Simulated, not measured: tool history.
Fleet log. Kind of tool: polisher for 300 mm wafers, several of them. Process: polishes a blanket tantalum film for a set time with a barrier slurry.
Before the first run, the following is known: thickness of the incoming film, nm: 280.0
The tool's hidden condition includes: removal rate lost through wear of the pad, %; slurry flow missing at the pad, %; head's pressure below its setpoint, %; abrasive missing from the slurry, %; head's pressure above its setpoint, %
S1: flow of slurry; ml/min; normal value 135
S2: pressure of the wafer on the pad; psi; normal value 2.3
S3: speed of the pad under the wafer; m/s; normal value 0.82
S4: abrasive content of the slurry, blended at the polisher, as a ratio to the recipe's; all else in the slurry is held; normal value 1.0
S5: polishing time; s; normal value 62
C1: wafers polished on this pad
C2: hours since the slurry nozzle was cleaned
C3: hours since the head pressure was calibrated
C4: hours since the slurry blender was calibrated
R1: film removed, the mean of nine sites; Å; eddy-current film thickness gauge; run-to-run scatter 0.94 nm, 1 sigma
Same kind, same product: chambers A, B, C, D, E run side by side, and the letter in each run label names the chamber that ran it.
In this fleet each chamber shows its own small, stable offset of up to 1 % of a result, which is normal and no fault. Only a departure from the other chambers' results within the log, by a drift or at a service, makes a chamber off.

run,day,S1,S2,S3,S4,S5,C1,C2,C3,C4,R1
1D,0.271,135,2.3,0.82,1.0,62,925,518.2,320.6,357.1,782.95
# day 0.371: chamber E: slurry blender recalibrated
2C,0.696,135,2.3,0.82,1.0,62,856,97.5,1053.4,180.6,820.73
# day 0.917: chamber D: slurry blender recalibrated
3A,0.962,135,2.3,0.82,1.0,62,1465,278.4,523.2,28.8,803.10
# day 1.112: chamber A: worn pad replaced by a new one
4E,1.300,135,2.3,0.82,1.0,62,467,44.0,648.8,22.3,815.91
# day 1.542: chamber E: worn pad replaced by a new one
# day 1.708: chamber C: worn pad replaced by a new one
5B,1.804,135,2.3,0.82,1.0,62,949,389.9,595.9,318.3,789.55
# day 1.908: chamber B: worn pad replaced by a new one
# day 2.046: chamber C: slurry blender recalibrated
6B,2.346,135,1.9,0.82,0.8,62,88,402.9,608.9,331.3,622.05
7E,2.612,135,1.9,0.82,0.8,62,217,75.5,680.3,53.8,629.63
# day 2.992: chamber D: worn pad replaced by a new one
8D,3.042,135,1.9,0.82,0.8,62,10,584.7,387.1,51.1,629.12
9A,3.412,135,1.9,0.82,0.8,62,466,337.2,582.0,87.6,623.21
10C,3.667,135,1.9,0.82,0.8,62,397,168.8,1124.7,39.0,619.67
# day 4.121: chamber E: worn pad replaced by a new one
11C,4.217,135,2.3,0.82,1.0,62,508,182.0,1137.9,52.2,814.31
# day 4.442: chamber B: slurry blender recalibrated
# day 4.525: chamber A: slurry blender recalibrated
12B,4.733,135,2.3,0.82,1.0,62,572,460.2,666.2,7.0,805.74
# day 5.062: chamber E: head pressure recalibrated
13A,5.154,135,2.3,0.82,1.0,62,819,379.0,623.8,15.2,806.90
14E,5.504,135,2.3,0.82,1.0,62,280,144.9,10.7,123.2,802.46
15D,5.875,135,2.3,0.82,1.0,62,585,652.7,455.1,119.1,779.05
16E,6.238,135,2.3,0.82,1.0,62,429,162.5,28.3,140.8,808.13
17B,6.683,135,2.3,0.82,1.0,62,968,507.0,713.0,53.8,797.59
# day 6.700: chamber B: worn pad replaced by a new one
# day 6.850: chamber E: worn pad replaced by a new one
18A,6.938,135,2.3,0.82,1.0,62,1180,421.8,666.6,58.0,801.95
19C,7.221,135,2.3,0.82,1.0,62,1117,254.1,1210.0,124.3,792.55
# day 7.400: chamber A: head pressure recalibrated
# day 7.592: chamber C: worn pad replaced by a new one
20D,7.688,135,2.3,0.82,1.0,62,952,696.2,498.6,162.6,792.00
# day 7.938: chamber E: slurry blender recalibrated
21D,8.075,135,2.3,0.82,1.0,79,1031,705.5,507.9,171.9,1023.40
22C,8.338,135,2.3,0.82,1.0,79,151,280.9,1236.8,151.1,1031.50
# day 8.579: chamber D: slurry nozzle cleaned
# day 8.596: chamber A: slurry blender recalibrated
# day 8.617: chamber A: worn pad replaced by a new one
23B,8.808,135,2.3,0.82,1.0,79,427,558.0,764.0,104.8,1029.50
# day 8.988: chamber D: worn pad replaced by a new one
24A,9.246,135,2.3,0.82,1.0,79,127,477.2,44.4,15.7,914.90
# day 9.412: chamber E: worn pad replaced by a new one
# day 9.579: chamber B: slurry nozzle cleaned
25E,9.758,135,2.3,0.82,1.0,79,70,247.0,112.8,43.8,1023.90
# day 9.788: chamber C: slurry blender recalibrated
26D,10.054,135,1.8,1.10,1.0,62,216,35.5,555.4,219.4,835.33
# day 10.112: chamber C: head pressure recalibrated
27A,10.467,135,1.8,1.10,1.0,62,375,506.5,73.7,45.0,769.79
28B,10.942,135,1.8,1.10,1.0,62,860,32.8,815.2,156.0,823.29
29C,11.392,135,1.8,1.10,1.0,62,770,354.2,30.7,38.6,830.88
30E,11.638,135,1.8,1.10,1.0,62,451,292.1,157.9,88.9,845.14

Does one chamber stand apart from the rest, does the shared gauge drift, or is all well apart from small per-chamber offsets? Give the chamber and the most likely cause, where there is one.

The work done on chamber A during a service left it standing apart from the others.
Likeliest cause: head's pressure below its setpoint, % = 8.72.

Here are 4 candidates for chamber A's next run, each the usual settings with a change, their results left as question marks. Which one brings its results back in line with what the others give on the usual settings?
Maximum distance from the other chambers' mean on the usual settings for a result to count as in line: R1 33.00 Å
31A-1,12.033,135,2.2,0.80,1.0,60,,,,,?
31A-2,12.033,135,2.5,0.82,1.0,68,,,,,?
31A-3,12.033,135,1.9,0.82,1.0,62,,,,,?
31A-4,12.033,135,2.4,0.84,1.0,64,,,,,?

What the other chambers average on the usual settings: R1 803.06 Å
run,R1
31A-1,664.68
31A-2,877.08
31A-3,608.79
31A-4,812.23
31A-4 is the one that brings the chamber's results back in line with the other chambers.
